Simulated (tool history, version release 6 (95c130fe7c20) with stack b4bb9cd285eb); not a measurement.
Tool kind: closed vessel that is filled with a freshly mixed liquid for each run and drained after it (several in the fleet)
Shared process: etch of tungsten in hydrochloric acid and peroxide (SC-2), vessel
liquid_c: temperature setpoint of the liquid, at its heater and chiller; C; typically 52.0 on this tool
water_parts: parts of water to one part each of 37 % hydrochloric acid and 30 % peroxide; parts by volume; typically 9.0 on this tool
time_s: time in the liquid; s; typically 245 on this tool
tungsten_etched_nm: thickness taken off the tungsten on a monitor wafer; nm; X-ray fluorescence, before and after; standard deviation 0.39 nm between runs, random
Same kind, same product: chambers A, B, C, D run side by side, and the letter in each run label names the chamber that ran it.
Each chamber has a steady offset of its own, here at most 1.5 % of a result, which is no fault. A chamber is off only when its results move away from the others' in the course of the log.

run   hour  liquid_c  water_parts  time_s  read-back film thickness of the tungsten reference wafer, read on the same gauge (nm)  tungsten_etched_nm
 1D    5.0      52.0          9.0     245                                                                                 59.975              43.479
 2A    8.3      52.0          9.0     245                                                                                 59.987              43.058
 3B   12.0      52.0          9.0     245                                                                                 59.994              43.734
 4C   15.3      52.0          9.0     245                                                                                 59.992              43.326
 5A   19.9      52.0          9.0     245                                                                                 59.982              43.896
 6C   24.1      52.0          9.0     245                                                                                 59.987              43.356
 7D   27.0      52.0          9.0     245                                                                                 60.005              43.097
 8B   31.0      52.0          9.0     245                                                                                 60.006              43.566
      34.3  -- chamber C: thermometer replaced
 9D   36.8      52.0          9.0     245                                                                                 60.019              43.248
10A   42.3      52.0          9.0     245                                                                                 60.001              43.418
11B   48.0      52.0          9.0     245                                                                                 60.023              43.311
12C   52.7      52.0          9.0     245                                                                                 60.011              43.993
13B   57.0      44.5          9.0     335                                                                                 60.002              35.169
      57.1  -- chamber D: new drum of peroxide connected
14C   59.6      44.5          9.0     335                                                                                 60.002              36.369
15D   64.0      44.5          9.0     335                                                                                 59.991              35.934
16A   69.3      44.5          9.0     335                                                                                 59.978              36.430
17B   72.9      52.0          9.0     245                                                                                 59.971              43.379
18D   77.4      52.0          9.0     245                                                                                 60.010              43.662
19A   80.3      52.0          9.0     245                                                                                 60.008              42.804
20C   86.2      52.0          9.0     245                                                                                 60.007              45.075
      86.5  -- chamber D: thermometer replaced
21B   88.9      52.0          4.5     380                                                                                 59.989             113.230
22D   94.0      52.0          4.5     380                                                                                 60.006             114.600
23C   99.1      52.0          4.5     380                                                                                 59.984             119.200
24A  103.9      52.0          4.5     380                                                                                 60.003             113.460
25B  107.6      52.0          9.0     245                                                                                 60.002              42.685
26A  112.3      52.0          9.0     245                                                                                 60.023              42.682
27D  115.6      52.0          9.0     245                                                                                 60.037              43.641

All chambers now run identical settings, listed one chamber a line with results as question marks. What results will each chamber show?
28A  119.9      52.0          9.0     315                                                                                                          ?
28B  119.9      52.0          9.0     315                                                                                                          ?
28C  119.9      52.0          9.0     315                                                                                                          ?
28D  119.9      52.0          9.0     315                                                                                                          ?

run  tungsten_etched_nm
28A              55.750
28B              55.334
28C              59.476
28D              56.070
